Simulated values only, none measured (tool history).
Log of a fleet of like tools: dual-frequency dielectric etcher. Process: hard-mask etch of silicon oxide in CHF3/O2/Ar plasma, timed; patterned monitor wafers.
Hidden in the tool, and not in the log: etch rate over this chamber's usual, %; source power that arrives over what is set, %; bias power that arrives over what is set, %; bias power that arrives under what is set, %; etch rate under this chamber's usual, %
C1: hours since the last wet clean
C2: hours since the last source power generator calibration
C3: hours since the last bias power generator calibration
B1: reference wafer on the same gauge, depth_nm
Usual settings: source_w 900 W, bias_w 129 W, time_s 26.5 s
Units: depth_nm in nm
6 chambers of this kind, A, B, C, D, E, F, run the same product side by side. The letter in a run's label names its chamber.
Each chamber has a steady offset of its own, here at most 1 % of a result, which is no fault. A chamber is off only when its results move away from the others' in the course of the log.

{"hour": 4.3, "done": "chamber B: wet clean of the chamber"}
{"run": "1D", "hour": 7.6, "source_w": 900, "bias_w": 129, "time_s": 26.5, "C1": 228.2, "C2": 2991.7, "C3": 3009.4, "B1": 59.068, "depth_nm": 55.247}
{"run": "2C", "hour": 14.0, "source_w": 900, "bias_w": 129, "time_s": 26.5, "C1": 195.4, "C2": 220.7, "C3": 1522.6, "B1": 59.07, "depth_nm": 54.665}
{"run": "3E", "hour": 17.5, "source_w": 900, "bias_w": 129, "time_s": 26.5, "C1": 588.0, "C2": 3448.4, "C3": 3433.0, "B1": 59.06, "depth_nm": 55.218}
{"run": "4B", "hour": 22.0, "source_w": 900, "bias_w": 129, "time_s": 26.5, "C1": 17.7, "C2": 1095.2, "C3": 1708.6, "B1": 59.065, "depth_nm": 54.795}
{"run": "5F", "hour": 27.6, "source_w": 900, "bias_w": 129, "time_s": 19.0, "C1": 252.1, "C2": 503.9, "C3": 2001.8, "B1": 59.047, "depth_nm": 39.691}
{"run": "6A", "hour": 34.4, "source_w": 900, "bias_w": 129, "time_s": 19.0, "C1": 497.2, "C2": 1769.3, "C3": 257.4, "B1": 59.057, "depth_nm": 39.206}
{"run": "7F", "hour": 40.0, "source_w": 900, "bias_w": 129, "time_s": 19.0, "C1": 264.5, "C2": 516.3, "C3": 2014.2, "B1": 59.033, "depth_nm": 39.749}
{"run": "8C", "hour": 46.9, "source_w": 900, "bias_w": 129, "time_s": 19.0, "C1": 228.3, "C2": 253.6, "C3": 1555.5, "B1": 59.017, "depth_nm": 39.21}
{"run": "9A", "hour": 54.7, "source_w": 900, "bias_w": 129, "time_s": 19.0, "C1": 517.5, "C2": 1789.6, "C3": 277.7, "B1": 59.019, "depth_nm": 39.176}
{"run": "10E", "hour": 60.4, "source_w": 900, "bias_w": 129, "time_s": 19.0, "C1": 630.9, "C2": 3491.3, "C3": 3475.9, "B1": 59.008, "depth_nm": 39.562}
{"hour": 64.1, "done": "chamber E: wet clean of the chamber"}
{"run": "11D", "hour": 67.6, "source_w": 900, "bias_w": 143, "time_s": 26.5, "C1": 288.2, "C2": 3051.7, "C3": 3069.4, "B1": 59.026, "depth_nm": 56.736}
{"run": "12B", "hour": 71.5, "source_w": 900, "bias_w": 143, "time_s": 26.5, "C1": 67.2, "C2": 1144.7, "C3": 1758.1, "B1": 58.986, "depth_nm": 56.673}
{"run": "13B", "hour": 78.3, "source_w": 900, "bias_w": 143, "time_s": 26.5, "C1": 74.0, "C2": 1151.5, "C3": 1764.9, "B1": 58.976, "depth_nm": 56.527}
{"run": "14F", "hour": 83.3, "source_w": 900, "bias_w": 143, "time_s": 26.5, "C1": 307.8, "C2": 559.6, "C3": 2057.5, "B1": 58.98, "depth_nm": 57.239}
{"run": "15A", "hour": 87.5, "source_w": 900, "bias_w": 143, "time_s": 26.5, "C1": 550.3, "C2": 1822.4, "C3": 310.5, "B1": 58.939, "depth_nm": 56.288}
{"run": "16D", "hour": 95.0, "source_w": 900, "bias_w": 143, "time_s": 26.5, "C1": 315.6, "C2": 3079.1, "C3": 3096.8, "B1": 58.924, "depth_nm": 56.576}
{"run": "17E", "hour": 99.0, "source_w": 900, "bias_w": 129, "time_s": 26.5, "C1": 35.0, "C2": 3529.9, "C3": 3514.5, "B1": 58.946, "depth_nm": 55.127}
{"run": "18C", "hour": 105.3, "source_w": 900, "bias_w": 129, "time_s": 26.5, "C1": 286.7, "C2": 312.0, "C3": 1613.9, "B1": 58.945, "depth_nm": 54.514}
{"run": "19F", "hour": 112.4, "source_w": 900, "bias_w": 129, "time_s": 26.5, "C1": 336.9, "C2": 588.7, "C3": 2086.6, "B1": 58.931, "depth_nm": 55.396}
{"run": "20E", "hour": 117.7, "source_w": 900, "bias_w": 129, "time_s": 26.5, "C1": 53.7, "C2": 3548.6, "C3": 3533.2, "B1": 58.921, "depth_nm": 55.139}
{"run": "21D", "hour": 124.4, "source_w": 900, "bias_w": 129, "time_s": 26.5, "C1": 345.0, "C2": 3108.5, "C3": 3126.2, "B1": 58.894, "depth_nm": 54.968}
{"run": "22C", "hour": 130.8, "source_w": 900, "bias_w": 129, "time_s": 26.5, "C1": 312.2, "C2": 337.5, "C3": 1639.4, "B1": 58.908, "depth_nm": 54.484}
{"run": "23A", "hour": 135.2, "source_w": 900, "bias_w": 129, "time_s": 26.5, "C1": 598.0, "C2": 1870.1, "C3": 358.2, "B1": 58.893, "depth_nm": 54.535}
{"hour": 138.9, "done": "chamber A: wet clean of the chamber"}
{"hour": 139.2, "done": "chamber D: wet clean of the chamber"}
{"run": "24B", "hour": 139.8, "source_w": 900, "bias_w": 129, "time_s": 26.5, "C1": 135.5, "C2": 1213.0, "C3": 1826.4, "B1": 58.887, "depth_nm": 54.831}
{"run": "25F", "hour": 145.3, "source_w": 900, "bias_w": 129, "time_s": 26.5, "C1": 369.8, "C2": 621.6, "C3": 2119.5, "B1": 58.889, "depth_nm": 55.271}
{"run": "26A", "hour": 151.0, "source_w": 900, "bias_w": 129, "time_s": 26.5, "C1": 12.2, "C2": 1885.9, "C3": 374.0, "B1": 58.86, "depth_nm": 54.525}
{"run": "27D", "hour": 157.8, "source_w": 900, "bias_w": 129, "time_s": 26.5, "C1": 18.6, "C2": 3141.9, "C3": 3159.6, "B1": 58.822, "depth_nm": 55.049}
{"run": "28E", "hour": 162.3, "source_w": 900, "bias_w": 129, "time_s": 26.5, "C1": 98.3, "C2": 3593.2, "C3": 3577.8, "B1": 58.832, "depth_nm": 55.015}
{"run": "29B", "hour": 166.8, "source_w": 900, "bias_w": 129, "time_s": 26.5, "C1": 162.5, "C2": 1240.0, "C3": 1853.4, "B1": 58.847, "depth_nm": 54.798}
{"run": "30C", "hour": 173.9, "source_w": 900, "bias_w": 129, "time_s": 26.5, "C1": 355.3, "C2": 380.6, "C3": 1682.5, "B1": 58.831, "depth_nm": 54.407}
{"run": "31C", "hour": 177.8, "source_w": 900, "bias_w": 129, "time_s": 26.5, "C1": 359.2, "C2": 384.5, "C3": 1686.4, "B1": 58.812, "depth_nm": 54.462}
{"hour": 181.9, "done": "chamber F: wet clean of the chamber"}
{"run": "32A", "hour": 181.9, "source_w": 900, "bias_w": 129, "time_s": 26.5, "C1": 43.1, "C2": 1916.8, "C3": 404.9, "B1": 58.817, "depth_nm": 54.353}
{"run": "33F", "hour": 187.2, "source_w": 900, "bias_w": 129, "time_s": 26.5, "C1": 5.3, "C2": 663.5, "C3": 2161.4, "B1": 58.811, "depth_nm": 55.234}
{"run": "34B", "hour": 192.8, "source_w": 900, "bias_w": 129, "time_s": 26.5, "C1": 188.5, "C2": 1266.0, "C3": 1879.4, "B1": 58.795, "depth_nm": 54.588}
{"run": "35E", "hour": 200.1, "source_w": 900, "bias_w": 129, "time_s": 26.5, "C1": 136.1, "C2": 3631.0, "C3": 3615.6, "B1": 58.782, "depth_nm": 54.947}
{"run": "36D", "hour": 203.9, "source_w": 900, "bias_w": 129, "time_s": 26.5, "C1": 64.7, "C2": 3188.0, "C3": 3205.7, "B1": 58.785, "depth_nm": 54.953}
{"run": "37F", "hour": 210.3, "source_w": 900, "bias_w": 129, "time_s": 26.5, "C1": 28.4, "C2": 686.6, "C3": 2184.5, "B1": 58.761, "depth_nm": 55.253}

What goes on in this fleet: one chamber off, a drifting gauge, or nothing beyond the chambers' own small offsets? Name the chamber and the cause, if any.

The gauge drifts, so all chambers seem to drift together. No chamber is off.
Cause: gauge reads low (%) = 0.582.

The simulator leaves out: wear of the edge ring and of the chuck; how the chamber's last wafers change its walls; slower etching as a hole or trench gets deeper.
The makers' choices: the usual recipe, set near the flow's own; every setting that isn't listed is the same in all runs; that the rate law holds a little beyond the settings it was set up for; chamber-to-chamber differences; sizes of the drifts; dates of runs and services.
